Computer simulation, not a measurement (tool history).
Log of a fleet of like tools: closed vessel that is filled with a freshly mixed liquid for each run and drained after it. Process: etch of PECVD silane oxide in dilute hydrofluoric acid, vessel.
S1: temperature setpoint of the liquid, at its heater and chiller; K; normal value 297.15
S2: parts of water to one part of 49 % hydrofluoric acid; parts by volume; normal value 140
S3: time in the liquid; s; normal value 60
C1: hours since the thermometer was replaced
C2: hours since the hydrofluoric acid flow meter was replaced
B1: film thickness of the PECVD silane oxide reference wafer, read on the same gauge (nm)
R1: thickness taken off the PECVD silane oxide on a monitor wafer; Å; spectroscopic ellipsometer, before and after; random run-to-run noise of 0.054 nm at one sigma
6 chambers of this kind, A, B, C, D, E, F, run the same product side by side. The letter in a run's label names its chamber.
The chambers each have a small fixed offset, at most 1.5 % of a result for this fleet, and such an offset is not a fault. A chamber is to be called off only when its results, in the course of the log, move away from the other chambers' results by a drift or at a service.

run 1F day=0.246 | S1=297.15 S2=140 S3=60 | C1=13.7 C2=405.1 | B1=89.993 | R1=63.326
run 2E day=0.567 | S1=297.15 S2=140 S3=60 | C1=548.2 C2=324.1 | B1=89.986 | R1=63.756
run 3C day=0.908 | S1=297.15 S2=140 S3=60 | C1=1845.5 C2=1381.0 | B1=90.021 | R1=62.309
run 4B day=1.379 | S1=297.15 S2=140 S3=60 | C1=754.0 C2=359.5 | B1=89.993 | R1=63.674
run 5A day=1.654 | S1=297.15 S2=140 S3=60 | C1=469.7 C2=512.1 | B1=90.012 | R1=62.974
run 6D day=1.954 | S1=297.15 S2=140 S3=60 | C1=312.5 C2=1011.7 | B1=90.006 | R1=63.756
run 7D day=2.325 | S1=297.15 S2=140 S3=60 | C1=321.4 C2=1020.6 | B1=89.981 | R1=64.251
run 8F day=2.588 | S1=300.65 S2=90 S3=60 | C1=69.9 C2=461.3 | B1=90.015 | R1=121.290
run 9E day=3.025 | S1=300.65 S2=90 S3=60 | C1=607.2 C2=383.1 | B1=90.007 | R1=121.230
run 10C day=3.312 | S1=300.65 S2=90 S3=60 | C1=1903.2 C2=1438.7 | B1=89.978 | R1=119.270
run 11A day=3.779 | S1=300.65 S2=90 S3=60 | C1=520.7 C2=563.1 | B1=89.979 | R1=121.530
run 12B day=4.175 | S1=300.65 S2=90 S3=60 | C1=821.1 C2=426.6 | B1=89.983 | R1=118.840
run 13E day=4.583 | S1=300.65 S2=90 S3=60 | C1=644.6 C2=420.5 | B1=89.984 | R1=121.110
run 14C day=4.829 | S1=297.15 S2=140 S3=60 | C1=1939.6 C2=1475.1 | B1=90.014 | R1=62.483
run 15A day=5.162 | S1=297.15 S2=140 S3=60 | C1=553.9 C2=596.3 | B1=89.987 | R1=63.484
run 16F day=5.654 | S1=297.15 S2=140 S3=60 | C1=143.5 C2=534.9 | B1=90.028 | R1=63.758
run 17B day=5.954 | S1=297.15 S2=140 S3=60 | C1=863.8 C2=469.3 | B1=89.974 | R1=62.868
run 18D day=6.429 | S1=300.65 S2=140 S3=60 | C1=419.9 C2=1119.1 | B1=90.021 | R1=73.061
run 19F day=6.867 | S1=300.65 S2=140 S3=60 | C1=172.6 C2=564.0 | B1=90.003 | R1=72.487
run 20C day=7.142 | S1=300.65 S2=140 S3=60 | C1=1995.1 C2=1530.6 | B1=90.005 | R1=71.221
run 21D day=7.433 | S1=300.65 S2=140 S3=60 | C1=444.0 C2=1143.2 | B1=90.023 | R1=72.539
run 22B day=7.833 | S1=300.65 S2=140 S3=60 | C1=908.9 C2=514.4 | B1=90.017 | R1=72.133
run 23E day=8.279 | S1=300.65 S2=140 S3=60 | C1=733.3 C2=509.2 | B1=89.997 | R1=75.825
run 24A day=8.650 | S1=297.15 S2=140 S3=60 | C1=637.6 C2=680.0 | B1=90.015 | R1=63.235
run 25D day=9.042 | S1=297.15 S2=140 S3=60 | C1=482.6 C2=1181.8 | B1=90.015 | R1=63.884
run 26B day=9.262 | S1=297.15 S2=140 S3=60 | C1=943.2 C2=548.7 | B1=90.019 | R1=63.261
run 27A day=9.621 | S1=297.15 S2=140 S3=60 | C1=660.9 C2=703.3 | B1=89.999 | R1=62.232
run 28C day=10.029 | S1=297.15 S2=140 S3=60 | C1=2064.4 C2=1599.9 | B1=90.003 | R1=62.970
run 29E day=10.417 | S1=297.15 S2=140 S3=60 | C1=784.6 C2=560.5 | B1=90.019 | R1=67.869
run 30F day=10.900 | S1=297.15 S2=140 S3=60 | C1=269.4 C2=660.8 | B1=90.010 | R1=63.235
run 31A day=11.221 | S1=297.15 S2=140 S3=60 | C1=699.3 C2=741.7 | B1=89.994 | R1=61.976
run 32B day=11.571 | S1=297.15 S2=140 S3=60 | C1=998.6 C2=604.1 | B1=89.998 | R1=64.301
run 33D day=11.912 | S1=297.15 S2=140 S3=60 | C1=551.5 C2=1250.7 | B1=90.027 | R1=63.927
run 34E day=12.250 | S1=299.15 S2=190 S3=60 | C1=828.6 C2=604.5 | B1=90.018 | R1=52.702
run 35C day=12.688 | S1=299.15 S2=190 S3=60 | C1=2128.2 C2=1663.7 | B1=90.036 | R1=46.767
run 36F day=13.038 | S1=299.15 S2=190 S3=60 | C1=320.7 C2=712.1 | B1=89.973 | R1=47.313
run 37F day=13.308 | S1=299.15 S2=190 S3=60 | C1=327.2 C2=718.6 | B1=89.998 | R1=47.494
run 38B day=13.658 | S1=299.15 S2=190 S3=60 | C1=1048.7 C2=654.2 | B1=90.025 | R1=47.744

Is one chamber off against the others, does the gauge drift, or is nothing wrong? If a chamber is off, say which, and what the likeliest cause is.

It is chamber E that slowly wanders off from its peers.
What lies behind it: hydrofluoric acid flow above the setpoint (%) = 8.7.
The log may not tell that from: liquid hotter than its thermometer reads (K).

Below are 4 candidate recipes for chamber E's next run, each the usual settings with a change, their results shown as question marks. Which of them brings E's results back in line with what the other chambers give on the usual settings?
In line here means within this much of the mean the other chambers give on the usual settings: R1 1.900 Å
run 39E-1 day=14.017 | S1=294.15 S2=140 S3=60 | R1=?
run 39E-2 day=14.017 | S1=297.65 S2=140 S3=70 | R1=?
run 39E-3 day=14.017 | S1=292.65 S2=140 S3=60 | R1=?
run 39E-4 day=14.017 | S1=297.15 S2=135 S3=65 | R1=?

Other chambers, usual settings, mean: R1 63.108 Å
run=39E-1 R1=62.662
run=39E-2 R1=84.079
run=39E-3 R1=58.943
run=39E-4 R1=79.763
39E-1 brings the chamber back in line.

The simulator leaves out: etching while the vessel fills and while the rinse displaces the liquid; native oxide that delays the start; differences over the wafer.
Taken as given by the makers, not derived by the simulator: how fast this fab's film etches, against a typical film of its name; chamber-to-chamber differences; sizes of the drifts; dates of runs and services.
